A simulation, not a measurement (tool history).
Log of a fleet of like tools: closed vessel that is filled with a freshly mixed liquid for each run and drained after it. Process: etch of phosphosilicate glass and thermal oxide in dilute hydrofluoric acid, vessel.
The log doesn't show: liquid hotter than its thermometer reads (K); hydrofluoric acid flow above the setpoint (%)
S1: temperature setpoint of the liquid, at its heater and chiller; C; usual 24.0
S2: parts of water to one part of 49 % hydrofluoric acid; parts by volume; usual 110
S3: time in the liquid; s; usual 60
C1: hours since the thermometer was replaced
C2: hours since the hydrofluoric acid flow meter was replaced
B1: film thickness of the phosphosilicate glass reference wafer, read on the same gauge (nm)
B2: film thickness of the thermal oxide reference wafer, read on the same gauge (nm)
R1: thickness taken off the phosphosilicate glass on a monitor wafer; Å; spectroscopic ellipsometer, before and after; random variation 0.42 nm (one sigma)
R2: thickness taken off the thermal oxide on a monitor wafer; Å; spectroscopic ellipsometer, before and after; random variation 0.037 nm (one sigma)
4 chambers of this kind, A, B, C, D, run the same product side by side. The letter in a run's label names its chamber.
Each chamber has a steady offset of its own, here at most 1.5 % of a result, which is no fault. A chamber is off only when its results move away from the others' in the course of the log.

Run 1A, day 0.421: usual settings; C1 313.9; C2 1224.7; B1 80.029; B2 100.020. Result: R1 460.11 Å, R2 25.215 Å.
Run 2C, day 0.775: usual settings; C1 217.5; C2 793.1; B1 80.005; B2 100.000. Result: R1 464.40 Å, R2 24.665 Å.
Run 3B, day 1.088: usual settings; C1 769.8; C2 380.9; B1 80.034; B2 100.020. Result: R1 463.87 Å, R2 24.531 Å.
Run 4D, day 1.608: usual settings; C1 258.3; C2 609.6; B1 79.983; B2 99.980. Result: R1 457.28 Å, R2 24.558 Å.
Run 5D, day 1.925: usual settings; C1 265.9; C2 617.2; B1 80.021; B2 99.985. Result: R1 460.95 Å, R2 24.810 Å.
Run 6B, day 2.546: usual settings; C1 804.8; C2 415.9; B1 79.970; B2 100.050. Result: R1 467.83 Å, R2 25.888 Å.
Run 7A, day 3.062: usual settings; C1 377.3; C2 1288.1; B1 80.034; B2 100.000. Result: R1 465.63 Å, R2 25.219 Å.
Run 8C, day 3.629: usual settings; C1 286.0; C2 861.6; B1 79.955; B2 100.020. Result: R1 455.49 Å, R2 24.439 Å.
Run 9D, day 3.950: usual settings; C1 314.5; C2 665.8; B1 80.005; B2 99.998. Result: R1 455.13 Å, R2 23.947 Å.
Run 10A, day 4.238: usual settings; C1 405.5; C2 1316.3; B1 79.963; B2 100.010. Result: R1 461.13 Å, R2 25.198 Å.
Run 11B, day 4.792: usual settings; C1 858.7; C2 469.8; B1 80.014; B2 99.996. Result: R1 462.35 Å, R2 25.365 Å.
Run 12C, day 5.162: usual settings but S1 22.5 C; C1 322.8; C2 898.4; B1 79.957; B2 99.989. Result: R1 431.21 Å, R2 22.883 Å.
Run 13B, day 5.700: usual settings but S1 22.5 C; C1 880.5; C2 491.6; B1 80.012; B2 100.000. Result: R1 431.12 Å, R2 22.746 Å.
Run 14A, day 6.158: usual settings but S1 22.5 C; C1 451.6; C2 1362.4; B1 80.041; B2 100.030. Result: R1 437.93 Å, R2 23.898 Å.
Run 15C, day 6.617: usual settings but S1 22.5 C; C1 357.7; C2 933.3; B1 79.996; B2 100.030. Result: R1 437.60 Å, R2 23.786 Å.
Run 16D, day 7.071: usual settings; C1 389.4; C2 740.7; B1 79.992; B2 100.000. Result: R1 455.80 Å, R2 24.593 Å.
Run 17D, day 7.462: usual settings; C1 398.8; C2 750.1; B1 80.028; B2 99.993. Result: R1 460.80 Å, R2 24.733 Å.
Run 18B, day 7.788: usual settings; C1 930.6; C2 541.7; B1 80.018; B2 100.010. Result: R1 464.48 Å, R2 25.658 Å.
Run 19A, day 8.379: usual settings but S1 26.5 C, S3 30 s; C1 504.9; C2 1415.7; B1 79.990; B2 100.000. Result: R1 255.97 Å, R2 13.837 Å.
At day 8.546: chamber A: hydrofluoric acid flow meter replaced.
Run 20C, day 8.925: usual settings but S1 26.5 C, S3 30 s; C1 413.1; C2 988.7; B1 79.959; B2 100.030. Result: R1 253.24 Å, R2 13.524 Å.
Run 21C, day 9.388: usual settings but S1 26.5 C, S3 30 s; C1 424.2; C2 999.8; B1 80.058; B2 100.030. Result: R1 255.78 Å, R2 13.726 Å.
Run 22B, day 9.838: usual settings but S1 26.5 C, S3 30 s; C1 979.8; C2 590.9; B1 80.003; B2 100.000. Result: R1 254.16 Å, R2 13.753 Å.
Run 23D, day 10.333: usual settings; C1 467.7; C2 819.0; B1 80.025; B2 100.010. Result: R1 459.78 Å, R2 25.000 Å.
Run 24A, day 10.825: usual settings; C1 563.6; C2 54.8; B1 79.983; B2 100.020. Result: R1 464.58 Å, R2 24.666 Å.
Run 25A, day 11.129: usual settings but S3 45 s; C1 570.9; C2 62.1; B1 79.980; B2 99.979. Result: R1 340.80 Å, R2 18.753 Å.
Run 26B, day 11.592: usual settings but S3 45 s; C1 1021.9; C2 633.0; B1 79.939; B2 100.000. Result: R1 350.50 Å, R2 18.658 Å.
Run 27C, day 11.933: usual settings but S3 45 s; C1 485.3; C2 1060.9; B1 80.037; B2 100.010. Result: R1 347.10 Å, R2 18.784 Å.

What goes on in this fleet: one chamber off, a drifting gauge, or nothing beyond the chambers' own small offsets? Name the chamber and the cause, if any.

No chamber stands off beyond its own small offset, and the gauge holds steady.
